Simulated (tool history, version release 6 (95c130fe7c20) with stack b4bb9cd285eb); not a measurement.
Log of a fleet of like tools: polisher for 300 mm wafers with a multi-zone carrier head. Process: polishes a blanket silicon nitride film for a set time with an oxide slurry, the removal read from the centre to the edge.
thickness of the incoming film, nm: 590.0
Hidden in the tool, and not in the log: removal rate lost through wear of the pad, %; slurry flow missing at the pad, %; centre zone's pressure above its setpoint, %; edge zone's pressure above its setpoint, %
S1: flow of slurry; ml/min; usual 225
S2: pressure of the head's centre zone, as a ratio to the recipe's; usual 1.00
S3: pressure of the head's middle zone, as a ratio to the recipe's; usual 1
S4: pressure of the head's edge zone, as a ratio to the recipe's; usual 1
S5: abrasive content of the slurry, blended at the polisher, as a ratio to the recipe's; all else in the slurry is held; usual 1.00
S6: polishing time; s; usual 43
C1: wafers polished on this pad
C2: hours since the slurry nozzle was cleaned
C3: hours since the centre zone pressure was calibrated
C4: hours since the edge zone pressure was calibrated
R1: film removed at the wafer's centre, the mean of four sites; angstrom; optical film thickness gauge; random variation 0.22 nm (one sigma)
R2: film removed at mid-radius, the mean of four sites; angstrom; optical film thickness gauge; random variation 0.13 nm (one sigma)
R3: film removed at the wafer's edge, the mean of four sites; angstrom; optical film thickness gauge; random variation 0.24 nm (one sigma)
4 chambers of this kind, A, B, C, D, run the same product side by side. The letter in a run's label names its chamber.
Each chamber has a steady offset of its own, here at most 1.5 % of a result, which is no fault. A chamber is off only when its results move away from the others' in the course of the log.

{"run": "1D", "hour": 10.4, "S1": 225, "S2": 1.0, "S3": 1, "S4": 1, "S5": 1.0, "S6": 43, "C1": 131, "C2": 247.6, "C3": 503.5, "C4": 947.5, "R1": 179.12, "R2": 177.3, "R3": 181.71}
{"run": "2A", "hour": 16.2, "S1": 225, "S2": 1.0, "S3": 1, "S4": 1, "S5": 1.0, "S6": 43, "C1": 448, "C2": 87.1, "C3": 460.0, "C4": 117.9, "R1": 179.82, "R2": 178.04, "R3": 177.59}
{"run": "3C", "hour": 21.4, "S1": 225, "S2": 1.0, "S3": 1, "S4": 1, "S5": 1.0, "S6": 43, "C1": 823, "C2": 197.4, "C3": 916.3, "C4": 146.7, "R1": 178.85, "R2": 182.19, "R3": 182.28}
{"run": "4B", "hour": 28.3, "S1": 225, "S2": 1.0, "S3": 1, "S4": 1, "S5": 1.0, "S6": 43, "C1": 345, "C2": 292.1, "C3": 243.9, "C4": 423.7, "R1": 178.76, "R2": 175.88, "R3": 177.54}
{"run": "5B", "hour": 37.1, "S1": 225, "S2": 1.0, "S3": 1, "S4": 1, "S5": 1.0, "S6": 43, "C1": 411, "C2": 300.9, "C3": 252.7, "C4": 432.5, "R1": 178.34, "R2": 176.31, "R3": 176.9}
{"run": "6C", "hour": 47.6, "S1": 225, "S2": 1.0, "S3": 1, "S4": 1, "S5": 1.0, "S6": 43, "C1": 1018, "C2": 223.6, "C3": 942.5, "C4": 172.9, "R1": 176.52, "R2": 182.58, "R3": 182.68}
{"hour": 56.2, "done": "chamber C: worn pad replaced by a new one"}
{"run": "7D", "hour": 58.1, "S1": 225, "S2": 1.0, "S3": 1, "S4": 1, "S5": 1.0, "S6": 43, "C1": 486, "C2": 295.3, "C3": 551.2, "C4": 995.2, "R1": 175.27, "R2": 177.57, "R3": 180.68}
{"run": "8A", "hour": 66.9, "S1": 225, "S2": 1.0, "S3": 1, "S4": 1, "S5": 1.0, "S6": 43, "C1": 826, "C2": 137.8, "C3": 510.7, "C4": 168.6, "R1": 174.12, "R2": 177.35, "R3": 175.84}
{"run": "9D", "hour": 74.1, "S1": 225, "S2": 1.0, "S3": 1, "S4": 1, "S5": 1.0, "S6": 43, "C1": 606, "C2": 311.3, "C3": 567.2, "C4": 1011.2, "R1": 177.41, "R2": 175.88, "R3": 180.37}
{"run": "10A", "hour": 84.7, "S1": 225, "S2": 1.0, "S3": 1, "S4": 1, "S5": 1.0, "S6": 43, "C1": 958, "C2": 155.6, "C3": 528.5, "C4": 186.4, "R1": 179.39, "R2": 175.76, "R3": 176.11}
{"run": "11B", "hour": 93.4, "S1": 225, "S2": 1.0, "S3": 1, "S4": 1, "S5": 1.0, "S6": 43, "C1": 830, "C2": 357.2, "C3": 309.0, "C4": 488.8, "R1": 178.63, "R2": 174.33, "R3": 179.92}
{"run": "12C", "hour": 100.1, "S1": 225, "S2": 1.0, "S3": 1, "S4": 1, "S5": 1.0, "S6": 43, "C1": 327, "C2": 276.1, "C3": 995.0, "C4": 225.4, "R1": 181.06, "R2": 181.96, "R3": 178.56}
{"run": "13D", "hour": 109.2, "S1": 225, "S2": 1.0, "S3": 1, "S4": 1, "S5": 1.0, "S6": 43, "C1": 867, "C2": 346.4, "C3": 602.3, "C4": 1046.3, "R1": 173.59, "R2": 178.09, "R3": 179.8}
{"hour": 112.1, "done": "chamber C: centre zone pressure recalibrated"}
{"run": "14B", "hour": 115.7, "S1": 225, "S2": 1.0, "S3": 1, "S4": 1, "S5": 1.0, "S6": 43, "C1": 996, "C2": 379.5, "C3": 331.3, "C4": 511.1, "R1": 173.07, "R2": 174.24, "R3": 171.22}
{"run": "15C", "hour": 123.1, "S1": 225, "S2": 1.0, "S3": 1, "S4": 1, "S5": 1.0, "S6": 43, "C1": 498, "C2": 299.1, "C3": 11.1, "C4": 248.4, "R1": 179.2, "R2": 182.13, "R3": 179.29}
{"run": "16A", "hour": 129.2, "S1": 225, "S2": 1.0, "S3": 1, "S4": 1, "S5": 1.0, "S6": 43, "C1": 1290, "C2": 200.1, "C3": 573.0, "C4": 230.9, "R1": 178.18, "R2": 176.3, "R3": 179.1}
{"hour": 133.3, "done": "chamber A: worn pad replaced by a new one"}
{"run": "17B", "hour": 139.8, "S1": 225, "S2": 1.0, "S3": 1, "S4": 1, "S5": 1.1, "S6": 43, "C1": 1175, "C2": 403.6, "C3": 355.4, "C4": 535.2, "R1": 180.67, "R2": 180.77, "R3": 184.18}
{"run": "18A", "hour": 145.1, "S1": 225, "S2": 1.0, "S3": 1, "S4": 1, "S5": 1.1, "S6": 43, "C1": 87, "C2": 216.0, "C3": 588.9, "C4": 246.8, "R1": 184.46, "R2": 185.8, "R3": 183.02}
{"hour": 150.4, "done": "chamber D: worn pad replaced by a new one"}
{"run": "19D", "hour": 150.6, "S1": 225, "S2": 1.0, "S3": 1, "S4": 1, "S5": 1.1, "S6": 43, "C1": 1, "C2": 387.8, "C3": 643.7, "C4": 1087.7, "R1": 184.91, "R2": 185.51, "R3": 185.65}
{"run": "20C", "hour": 158.9, "S1": 225, "S2": 1.0, "S3": 1, "S4": 1, "S5": 1.1, "S6": 43, "C1": 765, "C2": 334.9, "C3": 46.9, "C4": 284.2, "R1": 191.34, "R2": 189.46, "R3": 187.73}
{"run": "21B", "hour": 166.6, "S1": 225, "S2": 1.0, "S3": 1, "S4": 1, "S5": 1.0, "S6": 43, "C1": 1375, "C2": 430.4, "C3": 382.2, "C4": 562.0, "R1": 171.33, "R2": 172.11, "R3": 177.56}
{"hour": 171.8, "done": "chamber C: worn pad replaced by a new one"}
{"run": "22C", "hour": 176.2, "S1": 225, "S2": 1.0, "S3": 1, "S4": 1, "S5": 1.0, "S6": 43, "C1": 33, "C2": 352.2, "C3": 64.2, "C4": 301.5, "R1": 180.66, "R2": 180.28, "R3": 176.42}
{"run": "23D", "hour": 180.9, "S1": 225, "S2": 1.0, "S3": 1, "S4": 1, "S5": 1.0, "S6": 43, "C1": 227, "C2": 418.1, "C3": 674.0, "C4": 1118.0, "R1": 175.86, "R2": 177.53, "R3": 177.24}
{"run": "24A", "hour": 187.5, "S1": 225, "S2": 1.0, "S3": 1, "S4": 1, "S5": 0.85, "S6": 55, "C1": 403, "C2": 258.4, "C3": 631.3, "C4": 289.2, "R1": 211.96, "R2": 208.07, "R3": 206.27}
{"hour": 195.1, "done": "chamber D: edge zone pressure recalibrated"}
{"run": "25A", "hour": 196.9, "S1": 225, "S2": 1.0, "S3": 1, "S4": 1, "S5": 0.85, "S6": 55, "C1": 473, "C2": 267.8, "C3": 640.7, "C4": 298.6, "R1": 209.17, "R2": 207.39, "R3": 212.07}
{"run": "26C", "hour": 205.3, "S1": 225, "S2": 1.0, "S3": 1, "S4": 1, "S5": 0.85, "S6": 55, "C1": 250, "C2": 381.3, "C3": 93.3, "C4": 330.6, "R1": 214.45, "R2": 212.41, "R3": 207.74}
{"hour": 212.7, "done": "chamber D: centre zone pressure recalibrated"}
{"run": "27B", "hour": 214.9, "S1": 225, "S2": 1.0, "S3": 1, "S4": 1, "S5": 0.85, "S6": 55, "C1": 1734, "C2": 478.7, "C3": 430.5, "C4": 610.3, "R1": 197.88, "R2": 200.22, "R3": 202.74}
{"run": "28D", "hour": 223.1, "S1": 225, "S2": 1.0, "S3": 1, "S4": 1, "S5": 1.0, "S6": 43, "C1": 541, "C2": 460.3, "C3": 10.5, "C4": 28.1, "R1": 180.19, "R2": 175.94, "R3": 173.88}
{"run": "29C", "hour": 233.6, "S1": 225, "S2": 1.0, "S3": 1, "S4": 1, "S5": 1.0, "S6": 43, "C1": 460, "C2": 409.6, "C3": 121.6, "C4": 358.9, "R1": 180.01, "R2": 182.12, "R3": 174.78}
{"run": "30A", "hour": 238.9, "S1": 225, "S2": 1.0, "S3": 1, "S4": 1, "S5": 1.0, "S6": 43, "C1": 786, "C2": 309.8, "C3": 682.7, "C4": 340.6, "R1": 178.18, "R2": 178.31, "R3": 177.04}
{"run": "31D", "hour": 244.1, "S1": 225, "S2": 1.06, "S3": 1, "S4": 1, "S5": 1.0, "S6": 43, "C1": 698, "C2": 481.3, "C3": 31.5, "C4": 49.1, "R1": 186.64, "R2": 177.26, "R3": 180.75}
{"run": "32B", "hour": 250.9, "S1": 225, "S2": 1.06, "S3": 1, "S4": 1, "S5": 1.0, "S6": 43, "C1": 2003, "C2": 514.7, "C3": 466.5, "C4": 646.3, "R1": 185.21, "R2": 167.84, "R3": 171.51}
{"run": "33B", "hour": 261.2, "S1": 225, "S2": 1.06, "S3": 1, "S4": 1, "S5": 1.0, "S6": 43, "C1": 2079, "C2": 525.0, "C3": 476.8, "C4": 656.6, "R1": 178.06, "R2": 167.65, "R3": 167.47}
{"run": "34C", "hour": 266.7, "S1": 225, "S2": 1.06, "S3": 1, "S4": 1, "S5": 1.0, "S6": 43, "C1": 707, "C2": 442.7, "C3": 154.7, "C4": 392.0, "R1": 187.37, "R2": 181.67, "R3": 178.16}
{"run": "35A", "hour": 273.4, "S1": 225, "S2": 1.0, "S3": 1, "S4": 1, "S5": 1.0, "S6": 43, "C1": 1043, "C2": 344.3, "C3": 717.2, "C4": 375.1, "R1": 181.05, "R2": 177.65, "R3": 175.76}
{"run": "36D", "hour": 283.5, "S1": 225, "S2": 1.0, "S3": 1, "S4": 1, "S5": 1.0, "S6": 43, "C1": 991, "C2": 520.7, "C3": 70.9, "C4": 88.5, "R1": 178.61, "R2": 178.42, "R3": 180.01}
{"hour": 285.4, "done": "chamber B: slurry nozzle cleaned"}
{"run": "37A", "hour": 290.2, "S1": 225, "S2": 1.0, "S3": 1, "S4": 1, "S5": 1.0, "S6": 43, "C1": 1168, "C2": 361.1, "C3": 734.0, "C4": 391.9, "R1": 176.13, "R2": 177.52, "R3": 178.01}
{"hour": 293.8, "done": "chamber C: worn pad replaced by a new one"}
{"run": "38B", "hour": 299.6, "S1": 225, "S2": 1.0, "S3": 1, "S4": 1, "S5": 1.0, "S6": 43, "C1": 2365, "C2": 14.3, "C3": 515.2, "C4": 695.0, "R1": 164.78, "R2": 166.47, "R3": 168.54}
{"run": "39D", "hour": 307.9, "S1": 225, "S2": 1.0, "S3": 1, "S4": 1, "S5": 1.0, "S6": 43, "C1": 1173, "C2": 545.1, "C3": 95.3, "C4": 112.9, "R1": 177.38, "R2": 177.46, "R3": 177.01}
{"run": "40C", "hour": 313.6, "S1": 225, "S2": 1.0, "S3": 1, "S4": 1, "S5": 1.0, "S6": 43, "C1": 147, "C2": 489.6, "C3": 201.6, "C4": 438.9, "R1": 180.71, "R2": 182.49, "R3": 179.58}
{"run": "41C", "hour": 323.9, "S1": 225, "S2": 1.0, "S3": 1, "S4": 1, "S5": 1.0, "S6": 43, "C1": 224, "C2": 499.9, "C3": 211.9, "C4": 449.2, "R1": 182.9, "R2": 180.16, "R3": 178.09}
{"hour": 329.1, "done": "chamber B: edge zone pressure recalibrated"}
{"run": "42B", "hour": 331.8, "S1": 225, "S2": 1.0, "S3": 1, "S4": 1, "S5": 1.0, "S6": 43, "C1": 2605, "C2": 46.5, "C3": 547.4, "C4": 2.7, "R1": 163.47, "R2": 166.25, "R3": 168.36}

Next, every chamber runs the same settings. What will each give?
{"run": "43A", "hour": 339.4, "S1": 225, "S2": 1.0, "S3": 1, "S4": 1, "S5": 1.0, "S6": 43, "R1": "?", "R2": "?", "R3": "?"}
{"run": "43B", "hour": 339.4, "S1": 225, "S2": 1.0, "S3": 1, "S4": 1, "S5": 1.0, "S6": 43, "R1": "?", "R2": "?", "R3": "?"}
{"run": "43C", "hour": 339.4, "S1": 225, "S2": 1.0, "S3": 1, "S4": 1, "S5": 1.0, "S6": 43, "R1": "?", "R2": "?", "R3": "?"}
{"run": "43D", "hour": 339.4, "S1": 225, "S2": 1.0, "S3": 1, "S4": 1, "S5": 1.0, "S6": 43, "R1": "?", "R2": "?", "R3": "?"}

run=43A R1=177.06 R2=176.20 R3=174.65
run=43B R1=162.04 R2=162.45 R3=165.36
run=43C R1=176.96 R2=182.21 R3=180.07
run=43D R1=177.46 R2=177.09 R3=175.18

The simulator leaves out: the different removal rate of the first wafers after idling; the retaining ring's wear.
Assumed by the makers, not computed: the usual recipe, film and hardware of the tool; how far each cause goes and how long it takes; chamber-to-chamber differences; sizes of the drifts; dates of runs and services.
